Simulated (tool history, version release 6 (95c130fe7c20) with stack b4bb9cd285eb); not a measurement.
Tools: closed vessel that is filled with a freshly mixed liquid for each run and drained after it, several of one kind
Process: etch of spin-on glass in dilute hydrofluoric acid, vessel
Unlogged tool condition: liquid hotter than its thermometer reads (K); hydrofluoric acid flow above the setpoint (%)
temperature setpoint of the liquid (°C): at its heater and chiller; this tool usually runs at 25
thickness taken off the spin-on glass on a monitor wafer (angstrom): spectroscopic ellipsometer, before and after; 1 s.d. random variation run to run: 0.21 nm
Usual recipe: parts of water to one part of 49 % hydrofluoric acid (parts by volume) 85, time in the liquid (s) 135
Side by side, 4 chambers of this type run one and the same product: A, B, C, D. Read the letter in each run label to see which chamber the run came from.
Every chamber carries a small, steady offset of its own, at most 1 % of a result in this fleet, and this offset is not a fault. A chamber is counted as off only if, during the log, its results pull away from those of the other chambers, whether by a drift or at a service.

run,day,temperature setpoint of the liquid (°C),parts of water to one part of 49 % hydrofluoric acid (parts by volume),time in the liquid (s),hours since the thermometer was replaced,hours since the hydrofluoric acid flow meter was replaced,"read-back film thickness of the spin-on glass reference wafer, read on the same gauge (nm)",thickness taken off the spin-on glass on a monitor wafer (angstrom)
1C,0.254,25,85,135,539.4,310.2,49.965,488.56
2B,0.488,25,85,135,1096.5,121.7,49.95,487.41
3A,0.85,25,85,135,709.7,441.6,49.995,487.92
4D,1.15,25,85,135,189.2,954.6,50.006,488.32
5B,1.367,25,85,135,1117.6,142.8,49.982,485.26
6C,1.696,25,85,135,574,344.8,50.018,487.55
7D,1.975,25,85,135,209,974.4,49.998,483.86
8A,2.2,28.5,85,85,742.1,474,49.969,351.19
9C,2.521,28.5,85,85,593.8,364.6,50.048,351.32
10D,2.767,28.5,85,85,228,993.4,49.943,346.9
11A,2.967,28.5,85,85,760.5,492.4,50.006,354.78
12B,3.217,25,85,135,1162,187.2,49.954,488.35
13B,3.538,25,85,135,1169.7,194.9,49.982,489.26
14D,3.825,22,85,190,253.4,1018.8,49.96,606.92
15A,4.054,22,85,190,786.6,518.5,50.062,611.49
16C,4.333,22,85,190,637.3,408.1,49.978,605.08
17B,4.654,22,85,190,1196.5,221.7,50.019,606.47
18C,4.975,25,85,135,652.7,423.5,50.02,488.64
19D,5.183,25,85,135,286,1051.4,49.981,487.05
20A,5.496,25,85,135,821.2,553.1,49.992,485.65
21C,5.792,25,85,135,672.3,443.1,49.951,488.02
22B,5.954,27,65,135,1227.7,252.9,49.994,719.49
23A,6.121,27,65,135,836.2,568.1,50.061,714.64
24D,6.492,27,65,135,317.4,1082.8,49.972,706.69
25B,6.721,27,65,135,1246.1,271.3,49.988,717.95
26C,7.021,25,85,135,701.8,472.6,50.006,486.83
27A,7.279,25,85,135,864,595.9,50.004,491.06
28D,7.621,25,85,135,344.5,1109.9,49.994,483.95
29D,7.862,25,85,135,350.3,1115.7,49.96,484.27
30A,8.175,25,85,135,885.5,617.4,50.024,490.71
31B,8.55,25,85,135,1290,315.2,49.993,490.73
32C,8.867,25,110,135,746.1,516.9,49.975,364.47
33D,9.117,25,110,135,380.4,1145.8,50.022,362.74
34C,9.496,25,110,135,761.2,532,49.927,365.02
35A,9.679,25,110,135,921.6,653.5,49.942,365.06
36B,10.054,25,85,160,1326.1,351.3,50.008,581.03
37D,10.233,25,85,160,407.2,1172.6,50.005,574.25
38A,10.475,25,85,160,940.7,672.6,49.966,577.35
39C,10.667,25,85,160,789.3,560.1,49.996,578.07
40B,10.846,22.5,85,135,1345.1,370.3,49.963,442.54

Next, all 4 chambers run the settings below, one line each with question marks for the results. What does each chamber give?
41A,11.121,25,105,135,,,,?
41B,11.121,25,105,135,,,,?
41C,11.121,25,105,135,,,,?
41D,11.121,25,105,135,,,,?

run,thickness taken off the spin-on glass on a monitor wafer (angstrom)
41A,385.6
41B,385.71
41C,385.5
41D,384.63
